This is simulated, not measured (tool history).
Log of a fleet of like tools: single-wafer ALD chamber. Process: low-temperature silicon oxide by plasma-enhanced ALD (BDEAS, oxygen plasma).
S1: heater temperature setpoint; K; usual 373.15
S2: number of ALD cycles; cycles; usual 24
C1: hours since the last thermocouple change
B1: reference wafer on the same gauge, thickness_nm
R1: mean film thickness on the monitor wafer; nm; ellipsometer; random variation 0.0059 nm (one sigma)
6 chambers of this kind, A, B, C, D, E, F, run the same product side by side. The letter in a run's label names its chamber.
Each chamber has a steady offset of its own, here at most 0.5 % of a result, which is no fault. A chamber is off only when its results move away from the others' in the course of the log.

run	hour	S1	S2	C1	B1	R1
1A	7.9	373.15	24	115.9	3.3193	3.4239
2F	15.6	373.15	24	399.5	3.3185	3.4296
3B	21.0	373.15	24	1053.8	3.3196	3.4231
4C	25.6	373.15	24	746.3	3.3174	3.4271
5E	29.6	383.15	25	1596.4	3.3164	3.4876
6D	35.2	383.15	25	1464.6	3.3170	3.4864
7B	43.6	383.15	25	1076.4	3.3167	3.4920
8A	50.9	383.15	25	158.9	3.3162	3.5032
9C	57.7	383.15	25	778.4	3.3151	3.4964
10F	63.9	383.15	25	447.8	3.3155	3.4930
11E	70.2	373.15	24	1637.0	3.3142	3.4062
12D	76.9	373.15	24	1506.3	3.3122	3.4230
13C	83.9	373.15	24	804.6	3.3116	3.4213
# hour 90.4: chamber B: thermocouple changed; heater temperature recalibrated
14B	91.8	373.15	24	1.4	3.3116	3.4156
15D	96.1	373.15	24	1525.5	3.3115	3.4083
16E	103.8	373.15	24	1670.6	3.3114	3.4122
17A	109.4	373.15	24	217.4	3.3113	3.4173
18F	116.6	373.15	24	500.5	3.3097	3.4161
19D	123.0	373.15	24	1552.4	3.3079	3.4110
20F	128.4	373.15	24	512.3	3.3087	3.4202
21B	136.5	373.15	24	46.1	3.3079	3.4129
22A	143.8	365.15	24	251.8	3.3066	3.5121
23C	152.6	365.15	24	873.3	3.3062	3.4999
24E	160.5	365.15	24	1727.3	3.3064	3.4931
25C	167.3	365.15	24	888.0	3.3050	3.4997
26D	171.7	365.15	24	1601.1	3.3047	3.5086
27B	178.4	365.15	24	88.0	3.3037	3.5075
28E	186.6	373.15	24	1753.4	3.3018	3.4004
29A	191.2	373.15	24	299.2	3.3033	3.4110
30F	195.7	373.15	24	579.6	3.3016	3.3997
31F	203.2	373.15	24	587.1	3.3035	3.3981
32B	209.4	373.15	22	119.0	3.3005	3.1287
33E	217.8	373.15	22	1784.6	3.2999	3.0981
34C	225.3	373.15	22	946.0	3.2997	3.1225
35D	232.5	373.15	22	1661.9	3.2993	3.1128
36A	240.3	373.15	22	348.3	3.2989	3.1181
37D	247.5	373.15	22	1676.9	3.2977	3.1029
38F	252.7	373.15	24	636.6	3.2965	3.4058

Next, every chamber runs the same settings. What will each give?
39A	259.1	373.15	21			?
39B	259.1	373.15	21			?
39C	259.1	373.15	21			?
39D	259.1	373.15	21			?
39E	259.1	373.15	21			?
39F	259.1	373.15	21			?

run	R1
39A	2.9683
39B	2.9770
39C	2.9765
39D	2.9734
39E	2.9764
39F	2.9706
